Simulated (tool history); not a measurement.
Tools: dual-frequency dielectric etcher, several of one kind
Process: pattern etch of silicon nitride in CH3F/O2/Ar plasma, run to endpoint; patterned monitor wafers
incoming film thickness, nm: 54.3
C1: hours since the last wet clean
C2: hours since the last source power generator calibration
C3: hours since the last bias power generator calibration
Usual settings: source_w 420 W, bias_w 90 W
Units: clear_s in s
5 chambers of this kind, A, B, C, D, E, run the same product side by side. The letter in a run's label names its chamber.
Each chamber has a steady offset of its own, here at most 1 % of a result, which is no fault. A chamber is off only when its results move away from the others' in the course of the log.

Run 1C, hour 6.3: usual settings; C1 279.3; C2 925.4; C3 934.3. Result: clear_s 70.361 s.
Run 2E, hour 11.6: usual settings; C1 320; C2 265.4; C3 1049.4. Result: clear_s 71.76 s.
Run 3B, hour 17.2: usual settings; C1 101.4; C2 1687.5; C3 1939.9. Result: clear_s 70.301 s.
Run 4A, hour 22.3: usual settings; C1 497.3; C2 2899.2; C3 632.9. Result: clear_s 72.089 s.
Run 5D, hour 29.5: usual settings; C1 54.4; C2 1366.3; C3 84.2. Result: clear_s 72.008 s.
Run 6B, hour 32.9: usual settings; C1 117.1; C2 1703.2; C3 1955.6. Result: clear_s 71.281 s.
Run 7C, hour 37.1: usual settings; C1 310.1; C2 956.2; C3 965.1. Result: clear_s 72.544 s.
Run 8A, hour 40.8: usual settings; C1 515.8; C2 2917.7; C3 651.4. Result: clear_s 72.847 s.
Run 9D, hour 46.5: usual settings; C1 71.4; C2 1383.3; C3 101.2. Result: clear_s 70.304 s.
Run 10E, hour 53.4: usual settings; C1 361.8; C2 307.2; C3 1091.2. Result: clear_s 71.262 s.
Run 11C, hour 57.8: usual settings but source_w 360 W; C1 330.8; C2 976.9; C3 985.8. Result: clear_s 74.899 s.
Run 12D, hour 63.2: usual settings but source_w 360 W; C1 88.1; C2 1400; C3 117.9. Result: clear_s 75.234 s.
At hour 64.2: chamber E: wet clean of the chamber.
Run 13E, hour 67.7: usual settings but source_w 360 W; C1 3.5; C2 321.5; C3 1105.5. Result: clear_s 76.41 s.
Run 14A, hour 72.4: usual settings but source_w 360 W; C1 547.4; C2 2949.3; C3 683. Result: clear_s 76.059 s.
Run 15B, hour 76.2: usual settings but source_w 360 W; C1 160.4; C2 1746.5; C3 1998.9. Result: clear_s 74.975 s.
Run 16A, hour 82.3: usual settings; C1 557.3; C2 2959.2; C3 692.9. Result: clear_s 71.717 s.
Run 17D, hour 86.3: usual settings; C1 111.2; C2 1423.1; C3 141. Result: clear_s 71.112 s.
Run 18B, hour 90: usual settings but bias_w 82 W; C1 174.2; C2 1760.3; C3 2012.7. Result: clear_s 73.333 s.
Run 19C, hour 96.5: usual settings but bias_w 82 W; C1 369.5; C2 1015.6; C3 1024.5. Result: clear_s 73.827 s.
Run 20E, hour 100: usual settings but bias_w 82 W; C1 35.8; C2 353.8; C3 1137.8. Result: clear_s 74.014 s.
Run 21D, hour 107.2: usual settings but bias_w 82 W; C1 132.1; C2 1444; C3 161.9. Result: clear_s 73.331 s.
Run 22A, hour 110.9: usual settings but bias_w 82 W; C1 585.9; C2 2987.8; C3 721.5. Result: clear_s 73.859 s.
Run 23E, hour 115.2: usual settings; C1 51; C2 369; C3 1153. Result: clear_s 72.236 s.
Run 24B, hour 120.8: usual settings but source_w 470 W, bias_w 107 W; C1 205; C2 1791.1; C3 2043.5. Result: clear_s 63.645 s.
Run 25C, hour 123.9: usual settings but source_w 470 W, bias_w 107 W; C1 396.9; C2 1043; C3 1051.9. Result: clear_s 64.145 s.
Run 26D, hour 130.2: usual settings but source_w 470 W, bias_w 107 W; C1 155.1; C2 1467; C3 184.9. Result: clear_s 64.446 s.
Run 27B, hour 133.7: usual settings but source_w 470 W, bias_w 107 W; C1 217.9; C2 1804; C3 2056.4. Result: clear_s 64.708 s.
Run 28A, hour 139.1: usual settings but source_w 470 W, bias_w 107 W; C1 614.1; C2 3016; C3 749.7. Result: clear_s 64.767 s.
Run 29E, hour 146.1: usual settings; C1 81.9; C2 399.9; C3 1183.9. Result: clear_s 71.426 s.
Run 30C, hour 152.1: usual settings; C1 425.1; C2 1071.2; C3 1080.1. Result: clear_s 71.313 s.
Run 31D, hour 155.7: usual settings; C1 180.6; C2 1492.5; C3 210.4. Result: clear_s 70.859 s.
Run 32B, hour 162.1: usual settings; C1 246.3; C2 1832.4; C3 2084.8. Result: clear_s 71.589 s.
Run 33E, hour 165.9: usual settings; C1 101.7; C2 419.7; C3 1203.7. Result: clear_s 71.078 s.
Run 34A, hour 173: usual settings; C1 648; C2 3049.9; C3 783.6. Result: clear_s 72.357 s.
Run 35C, hour 179.5: usual settings; C1 452.5; C2 1098.6; C3 1107.5. Result: clear_s 71.874 s.
Run 36A, hour 186.2: usual settings; C1 661.2; C2 3063.1; C3 796.8. Result: clear_s 71.754 s.
Run 37E, hour 192.1: usual settings; C1 127.9; C2 445.9; C3 1229.9. Result: clear_s 71.775 s.
Run 38D, hour 198.9: usual settings; C1 223.8; C2 1535.7; C3 253.6. Result: clear_s 71.477 s.
Run 39C, hour 202.9: usual settings; C1 475.9; C2 1122; C3 1130.9. Result: clear_s 71.501 s.
Run 40B, hour 209.6: usual settings; C1 293.8; C2 1879.9; C3 2132.3. Result: clear_s 71.377 s.

Is one chamber off against the others, does the gauge drift, or is nothing wrong? If a chamber is off, say which, and what the likeliest cause is.

No chamber stands off beyond its own small offset, and the gauge holds steady.
